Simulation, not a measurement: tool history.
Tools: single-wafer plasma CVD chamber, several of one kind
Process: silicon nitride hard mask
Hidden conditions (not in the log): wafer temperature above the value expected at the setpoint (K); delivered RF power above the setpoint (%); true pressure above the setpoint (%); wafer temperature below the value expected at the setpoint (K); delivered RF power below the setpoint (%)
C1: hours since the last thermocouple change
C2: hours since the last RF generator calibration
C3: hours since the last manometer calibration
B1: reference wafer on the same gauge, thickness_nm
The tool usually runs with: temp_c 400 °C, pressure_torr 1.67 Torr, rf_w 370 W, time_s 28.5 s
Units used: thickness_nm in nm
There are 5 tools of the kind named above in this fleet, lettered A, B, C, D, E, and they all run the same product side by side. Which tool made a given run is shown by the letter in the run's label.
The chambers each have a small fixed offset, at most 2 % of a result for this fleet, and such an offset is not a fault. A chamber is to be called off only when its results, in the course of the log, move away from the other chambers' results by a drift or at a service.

Run 1A, hour 8.1: usual settings; C1 13.7; C2 463.2; C3 1196.8; B1 45.620. Result: thickness_nm 38.169 nm.
Run 2B, hour 14.1: usual settings; C1 1165.4; C2 678.6; C3 2246.3; B1 45.624. Result: thickness_nm 37.776 nm.
Run 3E, hour 21.6: usual settings; C1 1471.7; C2 962.7; C3 50.0; B1 45.616. Result: thickness_nm 37.437 nm.
Run 4C, hour 27.8: usual settings; C1 563.2; C2 1208.1; C3 949.0; B1 45.640. Result: thickness_nm 37.960 nm.
Run 5D, hour 33.2: usual settings; C1 553.1; C2 973.9; C3 801.8; B1 45.634. Result: thickness_nm 37.747 nm.
Run 6D, hour 41.0: usual settings; C1 560.9; C2 981.7; C3 809.6; B1 45.649. Result: thickness_nm 37.705 nm.
Run 7C, hour 49.3: usual settings; C1 584.7; C2 1229.6; C3 970.5; B1 45.661. Result: thickness_nm 38.097 nm.
Run 8A, hour 56.7: usual settings; C1 62.3; C2 511.8; C3 1245.4; B1 45.683. Result: thickness_nm 38.354 nm.
Run 9B, hour 64.5: usual settings; C1 1215.8; C2 729.0; C3 2296.7; B1 45.674. Result: thickness_nm 37.767 nm.
Run 10E, hour 70.0: usual settings; C1 1520.1; C2 1011.1; C3 98.4; B1 45.690. Result: thickness_nm 37.519 nm.
Run 11B, hour 74.3: usual settings; C1 1225.6; C2 738.8; C3 2306.5; B1 45.693. Result: thickness_nm 37.871 nm.
Run 12A, hour 78.5: usual settings; C1 84.1; C2 533.6; C3 1267.2; B1 45.686. Result: thickness_nm 38.320 nm.
Run 13E, hour 83.8: usual settings; C1 1533.9; C2 1024.9; C3 112.2; B1 45.693. Result: thickness_nm 37.503 nm.
Run 14D, hour 91.1: usual settings; C1 611.0; C2 1031.8; C3 859.7; B1 45.721. Result: thickness_nm 37.759 nm.
Run 15C, hour 98.5: usual settings; C1 633.9; C2 1278.8; C3 1019.7; B1 45.712. Result: thickness_nm 38.076 nm.
At hour 101.3: chamber A: capacitance manometer re-zeroed and calibrated.
Run 16B, hour 106.6: usual settings; C1 1257.9; C2 771.1; C3 2338.8; B1 45.723. Result: thickness_nm 37.916 nm.
Run 17C, hour 110.4: usual settings but temp_c 412 °C, rf_w 345 W; C1 645.8; C2 1290.7; C3 1031.6; B1 45.743. Result: thickness_nm 36.327 nm.
Run 18E, hour 117.1: usual settings but temp_c 412 °C, rf_w 345 W; C1 1567.2; C2 1058.2; C3 145.5; B1 45.745. Result: thickness_nm 35.656 nm.
Run 19D, hour 121.3: usual settings but temp_c 412 °C, rf_w 345 W; C1 641.2; C2 1062.0; C3 889.9; B1 45.759. Result: thickness_nm 35.996 nm.
Run 20A, hour 127.9: usual settings but temp_c 412 °C, rf_w 345 W; C1 133.5; C2 583.0; C3 26.6; B1 45.768. Result: thickness_nm 36.644 nm.
Run 21C, hour 135.9: usual settings but temp_c 412 °C, rf_w 345 W; C1 671.3; C2 1316.2; C3 1057.1; B1 45.767. Result: thickness_nm 36.352 nm.
Run 22B, hour 143.2: usual settings; C1 1294.5; C2 807.7; C3 2375.4; B1 45.771. Result: thickness_nm 38.007 nm.
Run 23D, hour 151.7: usual settings but temp_c 395 °C, pressure_torr 1.53 Torr; C1 671.6; C2 1092.4; C3 920.3; B1 45.794. Result: thickness_nm 36.898 nm.
Run 24A, hour 159.7: usual settings but temp_c 395 °C, pressure_torr 1.53 Torr; C1 165.3; C2 614.8; C3 58.4; B1 45.794. Result: thickness_nm 37.601 nm.
Run 25E, hour 164.1: usual settings but temp_c 395 °C, pressure_torr 1.53 Torr; C1 1614.2; C2 1105.2; C3 192.5; B1 45.813. Result: thickness_nm 36.652 nm.
Run 26A, hour 168.9: usual settings but temp_c 395 °C, pressure_torr 1.53 Torr; C1 174.5; C2 624.0; C3 67.6; B1 45.813. Result: thickness_nm 37.692 nm.
Run 27B, hour 173.1: usual settings but temp_c 395 °C, pressure_torr 1.53 Torr; C1 1324.4; C2 837.6; C3 2405.3; B1 45.811. Result: thickness_nm 37.086 nm.
Run 28C, hour 177.2: usual settings; C1 712.6; C2 1357.5; C3 1098.4; B1 45.823. Result: thickness_nm 38.232 nm.
Run 29E, hour 182.5: usual settings; C1 1632.6; C2 1123.6; C3 210.9; B1 45.826. Result: thickness_nm 37.670 nm.
Run 30D, hour 188.1: usual settings but pressure_torr 1.41 Torr, time_s 26.3 s; C1 708.0; C2 1128.8; C3 956.7; B1 45.841. Result: thickness_nm 33.190 nm.
Run 31D, hour 195.6: usual settings but pressure_torr 1.41 Torr, time_s 26.3 s; C1 715.5; C2 1136.3; C3 964.2; B1 45.853. Result: thickness_nm 33.163 nm.
Run 32B, hour 201.6: usual settings but pressure_torr 1.41 Torr, time_s 26.3 s; C1 1352.9; C2 866.1; C3 2433.8; B1 45.847. Result: thickness_nm 33.422 nm.

What goes on in this fleet: one chamber off, a drifting gauge, or nothing beyond the chambers' own small offsets? Name the chamber and the cause, if any.

Gauge drift. The chambers move together only on paper, and none stands off.
Likeliest cause: gauge reads high (%) = 0.57.
